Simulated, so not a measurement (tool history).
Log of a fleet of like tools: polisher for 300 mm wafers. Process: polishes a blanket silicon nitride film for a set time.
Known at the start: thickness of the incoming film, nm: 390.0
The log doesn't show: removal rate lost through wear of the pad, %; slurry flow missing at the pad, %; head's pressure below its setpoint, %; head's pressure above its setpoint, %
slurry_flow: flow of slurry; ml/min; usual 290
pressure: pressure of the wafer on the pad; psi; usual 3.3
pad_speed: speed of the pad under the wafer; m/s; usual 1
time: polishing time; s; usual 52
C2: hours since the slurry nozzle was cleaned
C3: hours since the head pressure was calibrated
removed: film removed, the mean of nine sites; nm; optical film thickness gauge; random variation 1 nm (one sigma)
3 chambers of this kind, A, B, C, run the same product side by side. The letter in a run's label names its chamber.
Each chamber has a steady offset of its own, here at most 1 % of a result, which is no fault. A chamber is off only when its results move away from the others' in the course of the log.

Run 1B, hour 11.1: usual settings; wafers polished on this pad 273; C2 466.5; C3 942.6. Result: removed 90.554 nm.
At hour 17.6: chamber B: slurry nozzle cleaned.
Run 2C, hour 22.4: usual settings; wafers polished on this pad 698; C2 422.2; C3 161. Result: removed 89.778 nm.
At hour 29.3: chamber C: worn pad replaced by a new one.
Run 3A, hour 35.2: usual settings; wafers polished on this pad 455; C2 207; C3 179.8. Result: removed 90.011 nm.
At hour 39.8: chamber B: head pressure recalibrated.
Run 4B, hour 49.7: usual settings; wafers polished on this pad 528; C2 32.2; C3 10. Result: removed 88.12 nm.
Run 5C, hour 58.4: usual settings; wafers polished on this pad 191; C2 458.2; C3 197. Result: removed 87.379 nm.
At hour 59.8: chamber B: worn pad replaced by a new one.
At hour 60.6: chamber A: slurry nozzle cleaned.
Run 6A, hour 72.9: usual settings; wafers polished on this pad 703; C2 12.4; C3 217.5. Result: removed 88.447 nm.
At hour 85.7: chamber C: slurry nozzle cleaned.
Run 7B, hour 86.9: usual settings; wafers polished on this pad 178; C2 69.4; C3 47.2. Result: removed 89.701 nm.
Run 8A, hour 94.6: usual settings; wafers polished on this pad 846; C2 34.1; C3 239.2. Result: removed 90.652 nm.
Run 9C, hour 101.9: usual settings; wafers polished on this pad 478; C2 16.3; C3 240.5. Result: removed 89.007 nm.
Run 10C, hour 113.6: usual settings; wafers polished on this pad 555; C2 28; C3 252.2. Result: removed 89.124 nm.
Run 11B, hour 122.6: usual settings; wafers polished on this pad 414; C2 105.1; C3 82.9. Result: removed 88.58 nm.
Run 12A, hour 131: usual settings; wafers polished on this pad 1086; C2 70.5; C3 275.6. Result: removed 88.881 nm.
At hour 135.4: chamber C: worn pad replaced by a new one.
Run 13A, hour 141.4: usual settings but pad_speed 1.24 m/s; wafers polished on this pad 1154; C2 80.9; C3 286. Result: removed 106.88 nm.
Run 14C, hour 150.4: usual settings but pad_speed 1.24 m/s; wafers polished on this pad 98; C2 64.8; C3 289. Result: removed 106.79 nm.
At hour 154.1: chamber B: worn pad replaced by a new one.
At hour 159.6: chamber A: worn pad replaced by a new one.
Run 15B, hour 161.1: usual settings but pad_speed 1.24 m/s; wafers polished on this pad 46; C2 143.6; C3 121.4. Result: removed 106.41 nm.
Run 16A, hour 169.8: usual settings; wafers polished on this pad 67; C2 109.3; C3 314.4. Result: removed 86.811 nm.
Run 17B, hour 178.1: usual settings; wafers polished on this pad 158; C2 160.6; C3 138.4. Result: removed 91.423 nm.
Run 18C, hour 189.7: usual settings; wafers polished on this pad 357; C2 104.1; C3 328.3. Result: removed 87.046 nm.
Run 19C, hour 199.3: usual settings; wafers polished on this pad 421; C2 113.7; C3 337.9. Result: removed 88.253 nm.
Run 20B, hour 213.7: usual settings; wafers polished on this pad 392; C2 196.2; C3 174. Result: removed 90.159 nm.
Run 21A, hour 225.5: usual settings; wafers polished on this pad 434; C2 165; C3 370.1. Result: removed 89.233 nm.
Run 22A, hour 234.3: usual settings; wafers polished on this pad 492; C2 173.8; C3 378.9. Result: removed 91.201 nm.
Run 23C, hour 248.3: usual settings; wafers polished on this pad 744; C2 162.7; C3 386.9. Result: removed 87.781 nm.

All 3 chambers run these settings next. Forecast each chamber's results:
Run 24A, hour 258.7: usual settings but pressure 2.2 psi. Result: removed ?.
Run 24B, hour 258.7: usual settings but pressure 2.2 psi. Result: removed ?.
Run 24C, hour 258.7: usual settings but pressure 2.2 psi. Result: removed ?.

run  removed
24A   60.712
24B   60.034
24C   59.335
